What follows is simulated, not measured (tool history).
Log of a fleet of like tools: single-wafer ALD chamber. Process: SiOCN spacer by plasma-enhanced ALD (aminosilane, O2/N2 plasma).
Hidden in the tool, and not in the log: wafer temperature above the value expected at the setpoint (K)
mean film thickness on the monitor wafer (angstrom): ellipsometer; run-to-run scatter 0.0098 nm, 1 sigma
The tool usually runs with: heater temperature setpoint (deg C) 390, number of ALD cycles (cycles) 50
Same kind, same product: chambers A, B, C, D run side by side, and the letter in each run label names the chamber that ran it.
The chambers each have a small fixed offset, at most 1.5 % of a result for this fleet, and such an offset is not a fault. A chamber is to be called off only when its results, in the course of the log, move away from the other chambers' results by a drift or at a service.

| run | hour | heater temperature setpoint (deg C) | number of ALD cycles (cycles) | hours since the last thermocouple change | read-back reference wafer on the same gauge, thickness_nm | mean film thickness on the monitor wafer (angstrom) |
|---|---|---|---|---|---|---|
| 1C | 4.1 | 390 | 50 | 1578.6 | 2.9005 | 30.6 |
| 2B | 8.8 | 390 | 50 | 645.7 | 2.8986 | 30.174 |
| 3A | 12.7 | 390 | 50 | 1432.5 | 2.9 | 29.891 |
| 4D | 16.2 | 390 | 50 | 254.9 | 2.9024 | 30.214 |
| 5C | 20.7 | 390 | 50 | 1595.2 | 2.8991 | 30.39 |
| 6D | 24.5 | 390 | 50 | 263.2 | 2.8993 | 30.235 |
| 7A | 27.5 | 397 | 50 | 1447.3 | 2.9009 | 30.175 |
| 8B | 31.6 | 397 | 50 | 668.5 | 2.9013 | 30.15 |
| 9B | 33.8 | 397 | 50 | 670.7 | 2.8982 | 30.095 |
| 10D | 36.1 | 397 | 50 | 274.8 | 2.8979 | 30.263 |
| 11C | 38.6 | 390 | 50 | 1613.1 | 2.8987 | 30.603 |
| 12A | 42.1 | 390 | 50 | 1461.9 | 2.8999 | 29.968 |
| 13A | 46.1 | 390 | 50 | 1465.9 | 2.8994 | 29.806 |
| 14C | 50.6 | 390 | 50 | 1625.1 | 2.9012 | 30.511 |
| 15B | 53.5 | 390 | 50 | 690.4 | 2.9005 | 30.261 |
| 16D | 57.1 | 390 | 50 | 295.8 | 2.9002 | 30.39 |
| 17B | 61.3 | 404 | 57 | 698.2 | 2.8992 | 33.84 |
| 18D | 65.8 | 404 | 57 | 304.5 | 2.8977 | 34.159 |
| 19C | 68.3 | 404 | 57 | 1642.8 | 2.9015 | 34.498 |
| 20A | 72.6 | 404 | 57 | 1492.4 | 2.8994 | 33.656 |
| 21B | 77 | 390 | 50 | 713.9 | 2.8995 | 30.12 |
| 22D | 79.3 | 390 | 45 | 318 | 2.8997 | 27.464 |
| 23A | 83.3 | 390 | 45 | 1503.1 | 2.8985 | 27.042 |
| 24C | 85.9 | 390 | 45 | 1660.4 | 2.8991 | 27.668 |
| 25C | 88.6 | 390 | 45 | 1663.1 | 2.8987 | 27.397 |
| 26A | 91.7 | 390 | 50 | 1511.5 | 2.9024 | 29.945 |
| 27B | 96 | 390 | 50 | 732.9 | 2.8997 | 29.944 |
| 28D | 99.9 | 390 | 50 | 338.6 | 2.8998 | 30.236 |
| 29A | 102.5 | 390 | 50 | 1522.3 | 2.9033 | 30.031 |
| 30C | 104.9 | 390 | 50 | 1679.4 | 2.9013 | 30.536 |
| 31D | 108.8 | 390 | 50 | 347.5 | 2.9008 | 30.382 |
| 32B | 112.3 | 390 | 50 | 749.2 | 2.8998 | 30.243 |
| 33D | 116.2 | 390 | 50 | 354.9 | 2.8998 | 30.364 |
| 34C | 120.6 | 390 | 50 | 1695.1 | 2.9015 | 30.617 |
| 35A | 124.4 | 390 | 41 | 1544.2 | 2.9023 | 24.606 |
| 36B | 127 | 390 | 41 | 763.9 | 2.8985 | 24.872 |
| 37A | 129.2 | 390 | 41 | 1549 | 2.9012 | 24.533 |
| 38B | 133.9 | 390 | 41 | 770.8 | 2.9005 | 24.751 |
| 39C | 136.5 | 390 | 50 | 1711 | 2.8994 | 30.355 |

The same settings go to every chamber for the next run, one line per chamber below. Forecast the results for each:
| 40A | 139.9 | 390 | 55 |  |  | ? |
| 40B | 139.9 | 390 | 55 |  |  | ? |
| 40C | 139.9 | 390 | 55 |  |  | ? |
| 40D | 139.9 | 390 | 55 |  |  | ? |

| run | mean film thickness on the monitor wafer (angstrom) |
|---|---|
| 40A | 32.914 |
| 40B | 33.272 |
| 40C | 33.397 |
| 40D | 33.254 |
